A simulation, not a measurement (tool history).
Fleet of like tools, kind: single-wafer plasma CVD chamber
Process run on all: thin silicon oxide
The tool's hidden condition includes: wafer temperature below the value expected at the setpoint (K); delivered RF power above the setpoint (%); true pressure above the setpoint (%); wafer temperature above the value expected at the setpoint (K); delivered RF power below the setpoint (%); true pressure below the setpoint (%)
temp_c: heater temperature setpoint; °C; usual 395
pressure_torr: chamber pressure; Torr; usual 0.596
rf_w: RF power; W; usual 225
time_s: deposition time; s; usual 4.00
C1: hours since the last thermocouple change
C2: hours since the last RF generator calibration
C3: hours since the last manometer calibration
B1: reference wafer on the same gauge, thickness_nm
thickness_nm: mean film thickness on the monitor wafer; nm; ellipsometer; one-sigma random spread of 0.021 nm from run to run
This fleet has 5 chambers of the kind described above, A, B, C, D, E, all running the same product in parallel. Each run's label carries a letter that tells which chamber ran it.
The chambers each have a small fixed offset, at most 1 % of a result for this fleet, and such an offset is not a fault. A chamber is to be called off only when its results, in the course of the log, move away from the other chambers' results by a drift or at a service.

At hour 2.6: chamber C: RF generator calibrated.
Run 1E, hour 14.2: usual settings; C1 582.7; C2 870.7; C3 1041.3; B1 5.4134. Result: thickness_nm 4.7657 nm.
Run 2D, hour 29.2: usual settings; C1 1055.0; C2 152.0; C3 1323.5; B1 5.4106. Result: thickness_nm 4.7941 nm.
Run 3A, hour 39.9: usual settings; C1 350.4; C2 321.6; C3 1189.5; B1 5.4037. Result: thickness_nm 4.7536 nm.
Run 4C, hour 48.6: usual settings; C1 2268.2; C2 46.0; C3 1618.3; B1 5.4091. Result: thickness_nm 4.7953 nm.
Run 5B, hour 57.8: usual settings; C1 206.9; C2 1160.4; C3 842.4; B1 5.4162. Result: thickness_nm 4.8402 nm.
Run 6A, hour 69.8: usual settings; C1 380.3; C2 351.5; C3 1219.4; B1 5.4104. Result: thickness_nm 4.7556 nm.
Run 7C, hour 78.5: usual settings but rf_w 260 W; C1 2298.1; C2 75.9; C3 1648.2; B1 5.4146. Result: thickness_nm 5.1398 nm.
Run 8B, hour 86.0: usual settings but rf_w 260 W; C1 235.1; C2 1188.6; C3 870.6; B1 5.4104. Result: thickness_nm 5.1412 nm.
Run 9E, hour 97.7: usual settings but rf_w 260 W; C1 666.2; C2 954.2; C3 1124.8; B1 5.4119. Result: thickness_nm 5.0664 nm.
Run 10D, hour 112.2: usual settings but rf_w 260 W; C1 1138.0; C2 235.0; C3 1406.5; B1 5.4068. Result: thickness_nm 5.1476 nm.
Run 11B, hour 120.0: usual settings but rf_w 260 W; C1 269.1; C2 1222.6; C3 904.6; B1 5.4094. Result: thickness_nm 5.1560 nm.
Run 12A, hour 134.1: usual settings; C1 444.6; C2 415.8; C3 1283.7; B1 5.4104. Result: thickness_nm 4.7837 nm.
Run 13E, hour 141.1: usual settings; C1 709.6; C2 997.6; C3 1168.2; B1 5.4107. Result: thickness_nm 4.7204 nm.
Run 14C, hour 148.8: usual settings; C1 2368.4; C2 146.2; C3 1718.5; B1 5.4118. Result: thickness_nm 4.7793 nm.
Run 15D, hour 160.9: usual settings; C1 1186.7; C2 283.7; C3 1455.2; B1 5.4132. Result: thickness_nm 4.8398 nm.
Run 16D, hour 175.2: usual settings; C1 1201.0; C2 298.0; C3 1469.5; B1 5.4143. Result: thickness_nm 4.7928 nm.
Run 17C, hour 182.7: usual settings; C1 2402.3; C2 180.1; C3 1752.4; B1 5.4073. Result: thickness_nm 4.7630 nm.
At hour 189.4: chamber E: capacitance manometer re-zeroed and calibrated.
Run 18E, hour 194.7: usual settings; C1 763.2; C2 1051.2; C3 5.4; B1 5.4114. Result: thickness_nm 4.7561 nm.
Run 19A, hour 208.0: usual settings; C1 518.5; C2 489.7; C3 1357.6; B1 5.4081. Result: thickness_nm 4.7828 nm.
Run 20B, hour 217.3: usual settings; C1 366.4; C2 1319.9; C3 1001.9; B1 5.4139. Result: thickness_nm 4.9048 nm.
Run 21A, hour 227.4: usual settings; C1 537.9; C2 509.1; C3 1377.0; B1 5.4085. Result: thickness_nm 4.8257 nm.
Run 22D, hour 237.8: usual settings; C1 1263.6; C2 360.6; C3 1532.1; B1 5.4063. Result: thickness_nm 4.8310 nm.
Run 23E, hour 245.6: usual settings; C1 814.1; C2 1102.1; C3 56.3; B1 5.4123. Result: thickness_nm 4.7614 nm.
Run 24C, hour 252.4: usual settings; C1 2472.0; C2 249.8; C3 1822.1; B1 5.4096. Result: thickness_nm 4.8132 nm.
At hour 253.2: chamber A: capacitance manometer re-zeroed and calibrated.
Run 25B, hour 265.3: usual settings but rf_w 240 W, time_s 3.35 s; C1 414.4; C2 1367.9; C3 1049.9; B1 5.4106. Result: thickness_nm 4.2647 nm.
Run 26C, hour 277.3: usual settings but rf_w 240 W, time_s 3.35 s; C1 2496.9; C2 274.7; C3 1847.0; B1 5.4055. Result: thickness_nm 4.1219 nm.
At hour 281.3: chamber E: RF generator calibrated.
Run 27B, hour 285.0: usual settings but rf_w 240 W, time_s 3.35 s; C1 434.1; C2 1387.6; C3 1069.6; B1 5.4013. Result: thickness_nm 4.2774 nm.
Run 28E, hour 297.6: usual settings but rf_w 240 W, time_s 3.35 s; C1 866.1; C2 16.4; C3 108.3; B1 5.4074. Result: thickness_nm 4.0874 nm.
Run 29A, hour 305.0: usual settings but rf_w 240 W, time_s 3.35 s; C1 615.5; C2 586.7; C3 51.8; B1 5.4032. Result: thickness_nm 4.0984 nm.
Run 30D, hour 314.0: usual settings; C1 1339.8; C2 436.8; C3 1608.3; B1 5.4077. Result: thickness_nm 4.8392 nm.
Run 31A, hour 324.5: usual settings; C1 635.0; C2 606.2; C3 71.3; B1 5.4082. Result: thickness_nm 4.7744 nm.
Run 32D, hour 338.7: usual settings; C1 1364.5; C2 461.5; C3 1633.0; B1 5.4087. Result: thickness_nm 4.8442 nm.
Run 33B, hour 349.3: usual settings; C1 498.4; C2 1451.9; C3 1133.9; B1 5.4114. Result: thickness_nm 5.0161 nm.
Run 34E, hour 362.3: usual settings; C1 930.8; C2 81.1; C3 173.0; B1 5.4060. Result: thickness_nm 4.7333 nm.
Run 35C, hour 374.5: usual settings but temp_c 388 °C, pressure_torr 0.649 Torr; C1 2594.1; C2 371.9; C3 1944.2; B1 5.4100. Result: thickness_nm 5.2948 nm.
Run 36D, hour 381.3: usual settings but temp_c 388 °C, pressure_torr 0.649 Torr; C1 1407.1; C2 504.1; C3 1675.6; B1 5.4131. Result: thickness_nm 5.3243 nm.
Run 37C, hour 392.0: usual settings but temp_c 388 °C, pressure_torr 0.649 Torr; C1 2611.6; C2 389.4; C3 1961.7; B1 5.4058. Result: thickness_nm 5.2832 nm.
Run 38A, hour 398.7: usual settings but temp_c 388 °C, pressure_torr 0.649 Torr; C1 709.2; C2 680.4; C3 145.5; B1 5.4093. Result: thickness_nm 5.2638 nm.
Run 39E, hour 411.4: usual settings but temp_c 388 °C, pressure_torr 0.649 Torr; C1 979.9; C2 130.2; C3 222.1; B1 5.4067. Result: thickness_nm 5.2112 nm.
Run 40B, hour 423.8: usual settings; C1 572.9; C2 1526.4; C3 1208.4; B1 5.4105. Result: thickness_nm 5.0573 nm.

The same settings go to every chamber for the next run, one line per chamber below. Forecast the results for each:
Run 41A, hour 434.8: usual settings. Result: thickness_nm ?.
Run 41B, hour 434.8: usual settings. Result: thickness_nm ?.
Run 41C, hour 434.8: usual settings. Result: thickness_nm ?.
Run 41D, hour 434.8: usual settings. Result: thickness_nm ?.
Run 41E, hour 434.8: usual settings. Result: thickness_nm ?.

run  thickness_nm
41A        4.7923
41B        5.1004
41C        4.8172
41D        4.8097
41E        4.7386
